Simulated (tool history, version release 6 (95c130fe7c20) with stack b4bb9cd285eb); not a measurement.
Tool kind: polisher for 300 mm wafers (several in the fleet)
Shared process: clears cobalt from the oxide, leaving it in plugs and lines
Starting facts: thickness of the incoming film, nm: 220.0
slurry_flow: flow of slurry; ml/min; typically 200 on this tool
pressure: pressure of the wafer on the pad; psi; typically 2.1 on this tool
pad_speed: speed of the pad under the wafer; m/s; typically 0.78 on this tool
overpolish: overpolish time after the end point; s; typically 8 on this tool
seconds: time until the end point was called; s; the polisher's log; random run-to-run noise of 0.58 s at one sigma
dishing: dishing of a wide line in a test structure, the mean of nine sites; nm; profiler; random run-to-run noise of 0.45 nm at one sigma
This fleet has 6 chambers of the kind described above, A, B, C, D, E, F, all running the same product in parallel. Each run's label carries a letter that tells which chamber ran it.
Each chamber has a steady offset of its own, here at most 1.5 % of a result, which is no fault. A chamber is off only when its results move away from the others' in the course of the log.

run   hour  slurry_flow  pressure  pad_speed  overpolish  wafers polished on this pad  hours since the slurry nozzle was cleaned  hours since the head pressure was calibrated  seconds  dishing
       4.2  -- chamber A: worn pad replaced by a new one
 1F   15.1          200       2.1       0.78           8                          485                                       17.8                                        1063.3   52.172     25.9
      20.9  -- chamber E: worn pad replaced by a new one
 2E   22.5          200       2.1       0.78           8                           20                                      387.1                                         177.6   52.515   26.642
 3B   31.7          200       2.1       0.78           8                         1033                                       42.9                                         427.6   52.374   25.974
      32.3  -- chamber B: worn pad replaced by a new one
      32.7  -- chamber B: head pressure recalibrated
 4A   43.4          200       2.1       0.78           8                          482                                      370.5                                         381.3   52.305   26.055
      54.3  -- chamber D: worn pad replaced by a new one
 5D   58.6          200       2.1       0.78           8                           53                                      775.3                                         117.8   51.052   26.282
 6C   70.9          200       2.1       0.78           8                         1333                                      218.5                                           364   52.603   26.297
      72.8  -- chamber C: worn pad replaced by a new one
      79.9  -- chamber F: worn pad replaced by a new one
 7D   82.4          200       2.1       0.78           8                          346                                      799.1                                         141.6   51.299   25.486
 8A   94.6          200       2.1       0.78           8                         1112                                      421.7                                         432.5   52.112   26.373
 9E  103.4          175       1.7       0.78           8                         1014                                        468                                         258.5    66.17   22.686
     105.2  -- chamber E: worn pad replaced by a new one
10C    111          175       1.7       0.78           8                          470                                      258.6                                         404.1   65.497   22.061
     111.2  -- chamber F: head pressure recalibrated
     112.8  -- chamber A: worn pad replaced by a new one
     118.2  -- chamber B: worn pad replaced by a new one
11B  122.4          175       1.7       0.78           8                           51                                      133.6                                          89.8   63.931   21.587
12F  130.9          175       1.7       0.78           8                          627                                      133.6                                          19.7   65.527    21.46
13A    141          175       1.7       0.78           8                          347                                      468.1                                         478.9   65.206   22.036
14C  155.7          175       1.7       0.78           8                         1019                                      303.3                                         448.8   65.653   22.107
     158.1  -- chamber D: worn pad replaced by a new one
     162.6  -- chamber A: slurry nozzle cleaned
     170.3  -- chamber C: worn pad replaced by a new one
15F    172          200       2.1       0.78           8                         1132                                      174.7                                          60.8   51.188   25.907
     173.6  -- chamber F: worn pad replaced by a new one
16E  187.6          200       2.1       0.78           8                         1013                                      552.2                                         342.7   51.223   26.646
17D  198.5          200       2.1       0.78           8                          497                                      915.2                                         257.7   51.373   26.364
18B  209.2          200       2.1       0.78           8                         1118                                      220.4                                         176.6   50.821   26.281
     213.9  -- chamber A: worn pad replaced by a new one
     214.2  -- chamber E: worn pad replaced by a new one
     219.6  -- chamber B: worn pad replaced by a new one
19B  220.3          200       2.1       0.78           8                            9                                      231.5                                         187.7   51.206   26.572
20E  231.1          200       2.1       0.78           8                          208                                      595.7                                         386.2   51.907   26.787
21C  241.4          200       2.1       0.78           8                          874                                        389                                         534.5    52.65   25.947
     243.3  -- chamber D: worn pad replaced by a new one
22F  252.5          200       2.1       0.78           8                          970                                      255.2                                         141.3   50.979   25.999
     258.8  -- chamber F: slurry nozzle cleaned
23A  264.9          200       2.1       0.78           8                          627                                      102.4                                         602.8   51.875   26.361
     266.7  -- chamber C: worn pad replaced by a new one
     271.7  -- chamber F: worn pad replaced by a new one
     277.2  -- chamber C: head pressure recalibrated
     278.3  -- chamber D: slurry nozzle cleaned
24D  280.8          200       2.1       0.78           8                          461                                        2.6                                           340   51.098   26.641
25C  288.9          200       2.1       0.78           8                          273                                      436.5                                          11.8   54.093   25.368
     297.3  -- chamber E: worn pad replaced by a new one
26E  297.9          200       2.1       0.78           8                            8                                      662.5                                           453   52.375   26.879
27A  306.9          200       2.1       1.04           8                         1143                                      144.4                                         644.8   38.991   32.634
28D  321.4          200       2.1       1.04           8                          960                                       43.2                                         380.6   38.319   33.215
     323.7  -- chamber D: head pressure recalibrated
     327.6  -- chamber A: worn pad replaced by a new one
     329.5  -- chamber B: worn pad replaced by a new one
29F  334.8          200       2.1       1.04           8                          776                                       76.1                                         223.6   38.803   32.024
30B  344.7          200       2.1       1.04           8                          187                                      355.9                                         312.1   38.833   32.275
     346.6  -- chamber D: worn pad replaced by a new one
31E  357.2          200       2.1       1.04           8                          737                                      721.8                                         512.3   39.016   32.519
     361.3  -- chamber C: worn pad replaced by a new one
32D    365          200       2.1       1.04           8                          226                                       86.8                                          41.4   38.503   31.345
     369.8  -- chamber F: worn pad replaced by a new one
33B  376.3          200       2.1       0.78           8                          576                                      387.5                                         343.7   52.222   26.688
     391.6  -- chamber E: worn pad replaced by a new one
34A  392.9          200       2.1       0.78           8                          803                                      230.4                                         730.8    51.95   26.306
35C  401.3          200       2.1       0.78           8                          492                                      548.9                                         124.2   55.987   25.578
36F  414.2          200       1.5       0.78           6                          546                                      155.5                                           303   72.259   16.064
37F  424.3          200       1.5       0.78           6                          671                                      165.6                                         313.1   72.453   16.201
     431.7  -- chamber B: worn pad replaced by a new one
38A  432.8          200       1.5       0.78           6                         1293                                      270.3                                         770.7   73.255   15.567
39E  442.2          200       1.5       0.78           6                          622                                      806.8                                         597.3   71.453   15.857
     442.9  -- chamber D: worn pad replaced by a new one
       453  -- chamber C: worn pad replaced by a new one
40C  454.7          200       1.5       0.78           6                           21                                      602.3                                         177.6   78.329   15.535
41D    469          200       1.5       0.78           6                          321                                      190.8                                         145.4   72.819   15.692
42B  483.8          200       2.1       0.78           8                          640                                        495                                         451.2   50.962   25.952

For the next run the whole fleet of 6 chambers uses the same settings. Give each chamber's results:
43A  495.8          200       2.1       0.78           8                                                                                                                              ?        ?
43B  495.8          200       2.1       0.78           8                                                                                                                              ?        ?
43C  495.8          200       2.1       0.78           8                                                                                                                              ?        ?
43D  495.8          200       2.1       0.78           8                                                                                                                              ?        ?
43E  495.8          200       2.1       0.78           8                                                                                                                              ?        ?
43F  495.8          200       2.1       0.78           8                                                                                                                              ?        ?

run  seconds  dishing
43A   52.618   25.966
43B   50.959   26.278
43C   56.571   24.221
43D   51.519   26.373
43E   51.863   25.605
43F    51.68   26.253
